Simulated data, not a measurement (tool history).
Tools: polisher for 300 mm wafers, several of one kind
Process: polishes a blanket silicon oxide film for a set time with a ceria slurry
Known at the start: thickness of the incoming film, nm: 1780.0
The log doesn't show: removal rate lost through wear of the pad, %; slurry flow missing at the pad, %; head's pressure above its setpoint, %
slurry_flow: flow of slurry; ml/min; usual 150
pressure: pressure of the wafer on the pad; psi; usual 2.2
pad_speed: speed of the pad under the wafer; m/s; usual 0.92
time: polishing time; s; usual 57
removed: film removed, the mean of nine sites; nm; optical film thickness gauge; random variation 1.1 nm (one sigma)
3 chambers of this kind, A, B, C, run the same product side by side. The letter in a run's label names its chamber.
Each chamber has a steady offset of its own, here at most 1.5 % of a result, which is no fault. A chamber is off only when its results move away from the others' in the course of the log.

| run | hour | slurry_flow | pressure | pad_speed | time | wafers polished on this pad | hours since the slurry nozzle was cleaned | hours since the head pressure was calibrated | removed |
|---|---|---|---|---|---|---|---|---|---|
|  | 1.1 | chamber A: worn pad replaced by a new one |
| 1C | 4.9 | 150 | 2.2 | 0.92 | 57 | 509 | 25.4 | 59.3 | 147.99 |
|  | 6.1 | chamber B: worn pad replaced by a new one |
| 2B | 8.8 | 150 | 2.2 | 0.92 | 57 | 37 | 119.6 | 375.5 | 150.34 |
| 3A | 11.7 | 150 | 2.2 | 0.92 | 57 | 142 | 567.3 | 63.1 | 149.48 |
| 4B | 14.5 | 150 | 2.2 | 0.92 | 57 | 113 | 125.3 | 381.2 | 152.07 |
| 5A | 18 | 150 | 2.2 | 0.92 | 57 | 226 | 573.6 | 69.4 | 150.18 |
|  | 20 | chamber A: slurry nozzle cleaned |
| 6C | 21.5 | 150 | 2.2 | 0.92 | 57 | 731 | 42 | 75.9 | 148.32 |
| 7C | 26.7 | 150 | 2.2 | 0.92 | 57 | 801 | 47.2 | 81.1 | 143.78 |
| 8B | 32.1 | 120 | 2.2 | 0.92 | 57 | 349 | 142.9 | 398.8 | 144.8 |
| 9A | 34.6 | 120 | 2.2 | 0.92 | 57 | 448 | 14.6 | 86 | 142.44 |
| 10C | 38.2 | 120 | 2.2 | 0.92 | 57 | 955 | 58.7 | 92.6 | 138.82 |
| 11B | 42.6 | 150 | 2.2 | 0.92 | 57 | 489 | 153.4 | 409.3 | 150.49 |
| 12A | 45.2 | 150 | 2.2 | 0.92 | 57 | 590 | 25.2 | 96.6 | 150.31 |
| 13C | 48.8 | 150 | 2.2 | 0.82 | 57 | 1097 | 69.3 | 103.2 | 127.63 |
| 14B | 53.4 | 150 | 2.2 | 0.82 | 57 | 634 | 164.2 | 420.1 | 134.59 |
| 15A | 58.4 | 150 | 2.2 | 0.82 | 57 | 767 | 38.4 | 109.8 | 134.17 |
| 16B | 62.9 | 150 | 2.2 | 0.92 | 57 | 761 | 173.7 | 429.6 | 149.64 |
| 17A | 66.3 | 150 | 2.2 | 0.92 | 57 | 872 | 46.3 | 117.7 | 148.84 |
| 18C | 71 | 150 | 2.2 | 0.68 | 72 | 1394 | 91.5 | 125.4 | 127.01 |
| 19C | 76.4 | 150 | 2.2 | 0.68 | 72 | 1466 | 96.9 | 130.8 | 125.75 |
| 20A | 81 | 150 | 2.2 | 0.68 | 72 | 1069 | 61 | 132.4 | 139.89 |

Is one chamber off against the others, does the gauge drift, or is nothing wrong? If a chamber is off, say which, and what the likeliest cause is.

Chamber C drifts away from the others.
Cause: removal rate lost through wear of the pad, % = 9.78.
The log may not tell that from: slurry flow missing at the pad, %; head's pressure below its setpoint, %.

Here are 4 candidates for chamber C's next run, each the usual settings with a change, their results left as question marks. Which one brings its results back in line with what the others give on the usual settings?
In line means no further than this from the other chambers' mean on the usual settings: removed 3.8 nm
| 21C-1 | 85.1 | 150 | 2.3 | 0.96 | 59 |  |  |  | ? |
| 21C-2 | 85.1 | 150 | 2.1 | 0.92 | 53 |  |  |  | ? |
| 21C-3 | 85.1 | 150 | 2.2 | 0.94 | 59 |  |  |  | ? |
| 21C-4 | 85.1 | 150 | 2.2 | 0.92 | 53 |  |  |  | ? |

The other chambers' mean on the usual settings: removed 149.92 nm
| run | removed |
|---|---|
| 21C-1 | 150.85 |
| 21C-2 | 118.67 |
| 21C-3 | 141.34 |
| 21C-4 | 124.24 |
21C-1 brings the chamber back in line.
